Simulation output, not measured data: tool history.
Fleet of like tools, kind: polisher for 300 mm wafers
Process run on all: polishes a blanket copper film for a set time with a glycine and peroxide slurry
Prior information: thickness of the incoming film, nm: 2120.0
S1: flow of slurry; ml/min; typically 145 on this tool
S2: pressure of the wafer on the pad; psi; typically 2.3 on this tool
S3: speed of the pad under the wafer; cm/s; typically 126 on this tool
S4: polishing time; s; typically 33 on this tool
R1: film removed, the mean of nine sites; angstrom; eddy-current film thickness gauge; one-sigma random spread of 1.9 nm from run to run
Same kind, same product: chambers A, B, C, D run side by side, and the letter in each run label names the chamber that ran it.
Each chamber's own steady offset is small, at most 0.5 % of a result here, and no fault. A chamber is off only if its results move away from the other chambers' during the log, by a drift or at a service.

run,hour,S1,S2,S3,S4,R1
1D,3.5,145,2.3,126,33,1662.4
2C,9.4,145,2.3,126,33,1659.3
# hour 15.6: chamber D: worn pad replaced by a new one
3A,16.8,145,2.3,126,33,1671.4
# hour 21.4: chamber B: worn pad replaced by a new one
4B,21.5,145,2.3,126,33,1706.3
5B,27.7,145,2.3,126,33,1670.6
# hour 30.5: chamber A: worn pad replaced by a new one
6A,34.1,145,2.3,126,33,1644.4
# hour 37.1: chamber C: worn pad replaced by a new one
7D,41.5,145,2.3,126,33,1653.5
8C,45.1,145,2.3,126,33,1673.8
9B,51.3,185,2.3,126,33,1671.1
10C,56.6,185,2.3,126,33,1748.1
# hour 60.4: chamber B: worn pad replaced by a new one
11D,61.4,185,2.3,126,33,1754
12A,66.5,185,2.3,126,33,1726.3
13B,70.4,145,2.3,126,33,1663.4
# hour 71.8: chamber D: worn pad replaced by a new one
# hour 76.5: chamber A: head pressure recalibrated
14C,77.2,145,2.3,126,33,1673.4
15D,82.7,145,2.3,126,33,1662
16A,86.2,145,2.3,126,33,1516.2
17B,91.1,145,2.3,126,33,1651.7
18A,98.5,195,2.3,126,28,1339.5
19D,104.5,195,2.3,126,28,1459.2
# hour 106.3: chamber B: worn pad replaced by a new one
# hour 109.4: chamber C: worn pad replaced by a new one
20C,111.2,195,2.3,126,28,1503.2
# hour 113.6: chamber A: worn pad replaced by a new one
# hour 113.8: chamber D: worn pad replaced by a new one
21C,115.9,195,2.3,126,28,1512.4
22B,121.2,145,2.3,126,33,1680.5
23A,126.5,145,2.3,126,33,1507.2
24D,129.9,145,2.3,126,33,1659.9
25A,136.3,145,2.3,126,33,1484.4
26C,142,145,2.3,126,33,1678.8
27B,147.1,145,2.3,126,33,1645.8
28D,151.9,145,2.3,126,33,1682.4
29A,157.5,145,2.3,126,44,1997.5

Does one chamber stand apart from the rest, does the shared gauge drift, or is all well apart from small per-chamber offsets? Give the chamber and the most likely cause, where there is one.

A service left chamber A off against the others.
Cause: head's pressure below its setpoint, % = 11.9.

Below are 4 candidate recipes for chamber A's next run, each the usual settings with a change, their results shown as question marks. Which of them brings A's results back in line with what the other chambers give on the usual settings?
Allowed miss from the other chambers' usual-settings mean, per result, to count as in line: R1 65 angstrom
30A-1,163.2,90,2.3,126,33,?
30A-2,163.2,145,2.3,126,27,?
30A-3,163.2,150,2.6,126,33,?
30A-4,163.2,145,2.5,126,38,?

Mean of the other chambers on the usual settings: R1 1660.8 angstrom
run,R1
30A-1,1350.3
30A-2,1226.1
30A-3,1666.7
30A-4,1847.2
Change 30A-3 lands the chamber within the allowed miss of the other chambers.
